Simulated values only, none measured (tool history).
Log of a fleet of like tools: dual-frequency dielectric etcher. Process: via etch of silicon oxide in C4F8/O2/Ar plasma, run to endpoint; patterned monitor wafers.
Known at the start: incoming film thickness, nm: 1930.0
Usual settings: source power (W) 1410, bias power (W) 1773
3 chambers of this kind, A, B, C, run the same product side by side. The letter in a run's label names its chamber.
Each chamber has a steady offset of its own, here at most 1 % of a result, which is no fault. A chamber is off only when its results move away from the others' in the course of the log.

run 1A hour=6.3 | source_power_(W)=1410 bias_power_(W)=1773 | endpoint_time_(s)=449.85
run 2C hour=17.8 | source_power_(W)=1410 bias_power_(W)=1773 | endpoint_time_(s)=454.24
run 3B hour=28.9 | source_power_(W)=1410 bias_power_(W)=1773 | endpoint_time_(s)=456.46
run 4A hour=40.0 | source_power_(W)=1410 bias_power_(W)=1773 | endpoint_time_(s)=446.91
run 5C hour=47.9 | source_power_(W)=1410 bias_power_(W)=1773 | endpoint_time_(s)=456.62
run 6B hour=58.0 | source_power_(W)=1560 bias_power_(W)=1626 | endpoint_time_(s)=451.99
run 7A hour=63.2 | source_power_(W)=1560 bias_power_(W)=1626 | endpoint_time_(s)=445.77
run 8B hour=72.9 | source_power_(W)=1560 bias_power_(W)=1626 | endpoint_time_(s)=449.46
run 9C hour=81.5 | source_power_(W)=1580 bias_power_(W)=1773 | endpoint_time_(s)=433.32
run 10C hour=88.1 | source_power_(W)=1580 bias_power_(W)=1773 | endpoint_time_(s)=438.26
run 11A hour=97.9 | source_power_(W)=1580 bias_power_(W)=1773 | endpoint_time_(s)=424.13
run 12B hour=108.1 | source_power_(W)=1230 bias_power_(W)=2113 | endpoint_time_(s)=460.36
run 13C hour=113.5 | source_power_(W)=1230 bias_power_(W)=2113 | endpoint_time_(s)=456.62
run 14A hour=124.5 | source_power_(W)=1230 bias_power_(W)=2113 | endpoint_time_(s)=451.57
run 15B hour=133.8 | source_power_(W)=1410 bias_power_(W)=1773 | endpoint_time_(s)=460.79
run 16B hour=142.5 | source_power_(W)=1410 bias_power_(W)=1773 | endpoint_time_(s)=458.86
run 17C hour=150.4 | source_power_(W)=1410 bias_power_(W)=1773 | endpoint_time_(s)=457.17
run 18A hour=160.0 | source_power_(W)=1680 bias_power_(W)=1773 | endpoint_time_(s)=410.25
run 19C hour=169.1 | source_power_(W)=1680 bias_power_(W)=1773 | endpoint_time_(s)=424.60
run 20A hour=180.4 | source_power_(W)=1680 bias_power_(W)=1773 | endpoint_time_(s)=408.14
run 21B hour=187.8 | source_power_(W)=1620 bias_power_(W)=2174 | endpoint_time_(s)=414.95
run 22B hour=197.0 | source_power_(W)=1620 bias_power_(W)=2174 | endpoint_time_(s)=408.54
run 23A hour=205.9 | source_power_(W)=1620 bias_power_(W)=2174 | endpoint_time_(s)=393.02
run 24C hour=217.9 | source_power_(W)=1410 bias_power_(W)=1773 | endpoint_time_(s)=455.16
run 25A hour=228.7 | source_power_(W)=1410 bias_power_(W)=1773 | endpoint_time_(s)=435.43
run 26B hour=240.3 | source_power_(W)=1410 bias_power_(W)=1773 | endpoint_time_(s)=456.41
run 27C hour=250.2 | source_power_(W)=1410 bias_power_(W)=1773 | endpoint_time_(s)=452.50
run 28B hour=259.6 | source_power_(W)=1410 bias_power_(W)=1773 | endpoint_time_(s)=461.70
run 29A hour=271.4 | source_power_(W)=1410 bias_power_(W)=1773 | endpoint_time_(s)=427.83
run 30C hour=278.3 | source_power_(W)=1410 bias_power_(W)=1773 | endpoint_time_(s)=456.63
run 31B hour=288.5 | source_power_(W)=1410 bias_power_(W)=1773 | endpoint_time_(s)=457.58
run 32A hour=297.4 | source_power_(W)=1410 bias_power_(W)=1773 | endpoint_time_(s)=438.86

Next, every chamber runs the same settings. What will each give?
run 33A hour=306.0 | source_power_(W)=1410 bias_power_(W)=1773 | endpoint_time_(s)=?
run 33B hour=306.0 | source_power_(W)=1410 bias_power_(W)=1773 | endpoint_time_(s)=?
run 33C hour=306.0 | source_power_(W)=1410 bias_power_(W)=1773 | endpoint_time_(s)=?

run=33A endpoint_time_(s)=427.89
run=33B endpoint_time_(s)=462.44
run=33C endpoint_time_(s)=462.19
